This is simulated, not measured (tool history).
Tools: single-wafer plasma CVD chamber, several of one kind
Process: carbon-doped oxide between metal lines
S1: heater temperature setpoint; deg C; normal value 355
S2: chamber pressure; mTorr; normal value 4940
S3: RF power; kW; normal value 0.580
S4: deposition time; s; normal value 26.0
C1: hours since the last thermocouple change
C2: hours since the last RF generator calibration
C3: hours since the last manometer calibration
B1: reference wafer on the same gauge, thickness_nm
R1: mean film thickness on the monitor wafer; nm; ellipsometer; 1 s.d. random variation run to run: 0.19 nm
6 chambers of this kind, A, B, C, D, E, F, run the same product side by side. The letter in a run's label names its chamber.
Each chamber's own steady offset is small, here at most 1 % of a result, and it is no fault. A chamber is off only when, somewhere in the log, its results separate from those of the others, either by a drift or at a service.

run	hour	S1	S2	S3	S4	C1	C2	C3	B1	R1
1F	10.2	355	4940	0.580	26.0	763.1	973.7	945.3	170.06	144.60
2E	21.2	355	4940	0.580	26.0	1736.1	152.7	46.1	170.03	142.78
3D	27.7	355	4940	0.580	26.0	633.2	723.9	1830.1	170.11	143.81
4C	36.5	355	4940	0.580	26.0	214.2	700.4	1850.0	170.06	144.14
# hour 40.3: chamber B: RF generator calibrated
5B	43.4	355	4940	0.580	26.0	660.9	3.1	685.5	170.11	143.72
6A	52.5	355	4940	0.580	26.0	285.2	575.9	243.9	170.15	144.61
7A	62.4	355	4940	0.580	26.0	295.1	585.8	253.8	170.21	144.84
8B	73.6	355	4940	0.580	26.0	691.1	33.3	715.7	170.15	143.41
9C	81.1	355	4940	0.580	26.0	258.8	745.0	1894.6	170.23	144.13
10E	90.4	355	4940	0.580	26.0	1805.3	221.9	115.3	170.22	142.95
11D	99.6	355	4940	0.580	26.0	705.1	795.8	1902.0	170.21	143.61
12F	108.3	355	4520	0.580	26.0	861.2	1071.8	1043.4	170.27	142.63
13F	117.2	355	4520	0.580	26.0	870.1	1080.7	1052.3	170.34	143.00
# hour 122.7: chamber D: capacitance manometer re-zeroed and calibrated
14B	126.0	355	4520	0.580	26.0	743.5	85.7	768.1	170.36	142.15
15D	132.8	355	4520	0.580	26.0	738.3	829.0	10.2	170.33	141.72
16A	144.0	355	4520	0.580	26.0	376.7	667.4	335.4	170.40	143.26
17C	150.2	355	4520	0.580	26.0	327.9	814.1	1963.7	170.38	142.45
18E	160.9	355	4940	0.580	26.0	1875.8	292.4	185.8	170.45	143.26
19F	166.3	355	4940	0.580	26.0	919.2	1129.8	1101.4	170.35	144.75
20D	175.2	355	4940	0.580	26.0	780.7	871.4	52.6	170.46	144.10
21E	184.6	355	4940	0.580	26.0	1899.5	316.1	209.5	170.52	143.16
22C	192.6	355	5750	0.580	26.0	370.3	856.5	2006.1	170.54	147.27
23B	199.2	355	5750	0.580	26.0	816.7	158.9	841.3	170.54	147.26
24A	209.6	355	5750	0.580	26.0	442.3	733.0	401.0	170.54	148.11
25A	217.9	355	5750	0.580	26.0	450.6	741.3	409.3	170.55	148.08
26B	225.7	355	5750	0.580	26.0	843.2	185.4	867.8	170.55	147.15
27C	233.5	355	5750	0.580	26.0	411.2	897.4	2047.0	170.63	147.88
28D	240.1	355	4940	0.580	26.0	845.6	936.3	117.5	170.70	143.83
29F	246.2	355	4940	0.580	26.0	999.1	1209.7	1181.3	170.67	145.09
30E	255.9	355	4940	0.580	26.0	1970.8	387.4	280.8	170.70	143.42
31F	263.5	355	4940	0.580	26.0	1016.4	1227.0	1198.6	170.72	145.45
32B	274.2	355	4940	0.580	26.0	891.7	233.9	916.3	170.74	144.11
33A	280.7	355	4940	0.580	26.0	513.4	804.1	472.1	170.78	144.80
34C	287.4	355	4940	0.580	26.0	465.1	951.3	2100.9	170.81	145.10
35E	298.7	355	4940	0.580	26.0	2013.6	430.2	323.6	170.84	143.21
36D	309.2	355	4940	0.580	26.0	914.7	1005.4	186.6	170.87	143.79
37F	317.3	355	4940	0.580	26.0	1070.2	1280.8	1252.4	170.91	145.51
38B	328.5	364	4940	0.580	29.7	946.0	288.2	970.6	170.91	160.63
39C	337.3	364	4940	0.580	29.7	515.0	1001.2	2150.8	170.92	161.32

The same settings go to every chamber for the next run, one line per chamber below. Forecast the results for each:
40A	345.6	355	4940	0.580	22.8					?
40B	345.6	355	4940	0.580	22.8					?
40C	345.6	355	4940	0.580	22.8					?
40D	345.6	355	4940	0.580	22.8					?
40E	345.6	355	4940	0.580	22.8					?
40F	345.6	355	4940	0.580	22.8					?

run	R1
40A	127.88
40B	126.78
40C	127.38
40D	126.62
40E	125.95
40F	127.69

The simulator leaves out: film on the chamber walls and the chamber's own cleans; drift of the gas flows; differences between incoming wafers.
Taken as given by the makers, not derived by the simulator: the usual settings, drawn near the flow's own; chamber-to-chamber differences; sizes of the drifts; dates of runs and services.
